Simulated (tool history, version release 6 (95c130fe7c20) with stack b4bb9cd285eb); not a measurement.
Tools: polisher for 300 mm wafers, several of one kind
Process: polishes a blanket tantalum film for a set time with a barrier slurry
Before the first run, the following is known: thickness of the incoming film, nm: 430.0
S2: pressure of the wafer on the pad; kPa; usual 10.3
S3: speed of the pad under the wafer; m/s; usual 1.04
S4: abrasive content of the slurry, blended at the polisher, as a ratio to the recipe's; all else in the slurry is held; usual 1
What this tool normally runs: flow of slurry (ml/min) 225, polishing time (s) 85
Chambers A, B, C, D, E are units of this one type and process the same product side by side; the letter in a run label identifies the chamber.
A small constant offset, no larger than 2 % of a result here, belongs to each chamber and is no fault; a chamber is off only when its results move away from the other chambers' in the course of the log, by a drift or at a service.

Run 1E, hour 6.7: usual settings. Result: film removed (nm) 112.84.
At hour 13.9: chamber E: slurry blender recalibrated.
Run 2A, hour 17.2: usual settings. Result: film removed (nm) 114.68.
Run 3B, hour 22.8: usual settings. Result: film removed (nm) 115.15.
Run 4C, hour 30.4: usual settings. Result: film removed (nm) 116.98.
Run 5D, hour 35.5: usual settings. Result: film removed (nm) 115.3.
Run 6E, hour 45.1: usual settings. Result: film removed (nm) 113.57.
Run 7B, hour 53.1: usual settings. Result: film removed (nm) 114.35.
Run 8D, hour 58.4: usual settings. Result: film removed (nm) 116.66.
At hour 60.3: chamber E: worn pad replaced by a new one.
At hour 60.4: chamber A: worn pad replaced by a new one.
Run 9C, hour 64: usual settings but S2 12.4 kPa. Result: film removed (nm) 140.4.
At hour 68.9: chamber C: worn pad replaced by a new one.
Run 10A, hour 72: usual settings but S2 12.4 kPa. Result: film removed (nm) 137.81.
At hour 72.9: chamber D: worn pad replaced by a new one.
Run 11C, hour 79.7: usual settings but S2 12.4 kPa. Result: film removed (nm) 141.3.
At hour 87.1: chamber B: worn pad replaced by a new one.
Run 12A, hour 88.1: usual settings but S2 12.4 kPa. Result: film removed (nm) 137.35.
Run 13D, hour 93.8: usual settings but S2 12.4 kPa. Result: film removed (nm) 138.21.
At hour 101.3: chamber B: slurry blender recalibrated.
Run 14E, hour 105: usual settings. Result: film removed (nm) 113.56.
At hour 105.7: chamber B: head pressure recalibrated.
Run 15B, hour 111.3: usual settings. Result: film removed (nm) 114.27.
Run 16D, hour 119.8: usual settings. Result: film removed (nm) 114.52.
Run 17A, hour 125.8: usual settings. Result: film removed (nm) 115.48.
At hour 130.6: chamber A: worn pad replaced by a new one.
Run 18E, hour 133.4: usual settings. Result: film removed (nm) 113.13.
Run 19B, hour 143.1: usual settings. Result: film removed (nm) 113.92.
Run 20C, hour 150.4: usual settings. Result: film removed (nm) 117.38.
At hour 154.4: chamber D: slurry blender recalibrated.
At hour 155.6: chamber D: worn pad replaced by a new one.
Run 21E, hour 158.5: usual settings. Result: film removed (nm) 112.26.
Run 22D, hour 166.4: usual settings. Result: film removed (nm) 116.
Run 23C, hour 173.8: usual settings. Result: film removed (nm) 116.39.
Run 24A, hour 181: usual settings. Result: film removed (nm) 115.46.
At hour 183.7: chamber C: slurry nozzle cleaned.
At hour 185.5: chamber B: slurry nozzle cleaned.
Run 25B, hour 187.7: usual settings. Result: film removed (nm) 115.32.
Run 26B, hour 197.1: usual settings. Result: film removed (nm) 114.83.
At hour 200.5: chamber E: slurry blender recalibrated.
At hour 201.4: chamber A: head pressure recalibrated.
At hour 203.5: chamber A: worn pad replaced by a new one.
At hour 206: chamber C: head pressure recalibrated.
Run 27E, hour 206.5: usual settings. Result: film removed (nm) 113.25.
At hour 206.9: chamber C: worn pad replaced by a new one.
At hour 207.6: chamber B: worn pad replaced by a new one.
At hour 211.8: chamber E: worn pad replaced by a new one.
Run 28D, hour 213.4: usual settings. Result: film removed (nm) 115.63.
Run 29C, hour 223.8: usual settings. Result: film removed (nm) 115.85.
At hour 231.1: chamber E: head pressure recalibrated.
Run 30A, hour 234.9: usual settings. Result: film removed (nm) 115.77.
Run 31B, hour 246.1: usual settings but S4 0.85. Result: film removed (nm) 110.18.
At hour 249.1: chamber D: worn pad replaced by a new one.
Run 32D, hour 255.8: usual settings but S4 0.85. Result: film removed (nm) 109.72.
At hour 257: chamber C: slurry blender recalibrated.
Run 33E, hour 266.1: usual settings but S4 0.85. Result: film removed (nm) 106.66.
Run 34A, hour 273: usual settings but S4 0.85. Result: film removed (nm) 109.84.
Run 35C, hour 279.8: usual settings but S4 0.85. Result: film removed (nm) 111.85.
Run 36B, hour 284.7: usual settings. Result: film removed (nm) 114.65.
Run 37E, hour 294.6: usual settings. Result: film removed (nm) 113.69.

Next, every chamber runs the same settings. What will each give?
Run 38A, hour 302.7: usual settings. Result: film removed (nm) ?.
Run 38B, hour 302.7: usual settings. Result: film removed (nm) ?.
Run 38C, hour 302.7: usual settings. Result: film removed (nm) ?.
Run 38D, hour 302.7: usual settings. Result: film removed (nm) ?.
Run 38E, hour 302.7: usual settings. Result: film removed (nm) ?.

run  film removed (nm)
38A             114.77
38B             114.34
38C             117.52
38D             115.72
38E             113.37

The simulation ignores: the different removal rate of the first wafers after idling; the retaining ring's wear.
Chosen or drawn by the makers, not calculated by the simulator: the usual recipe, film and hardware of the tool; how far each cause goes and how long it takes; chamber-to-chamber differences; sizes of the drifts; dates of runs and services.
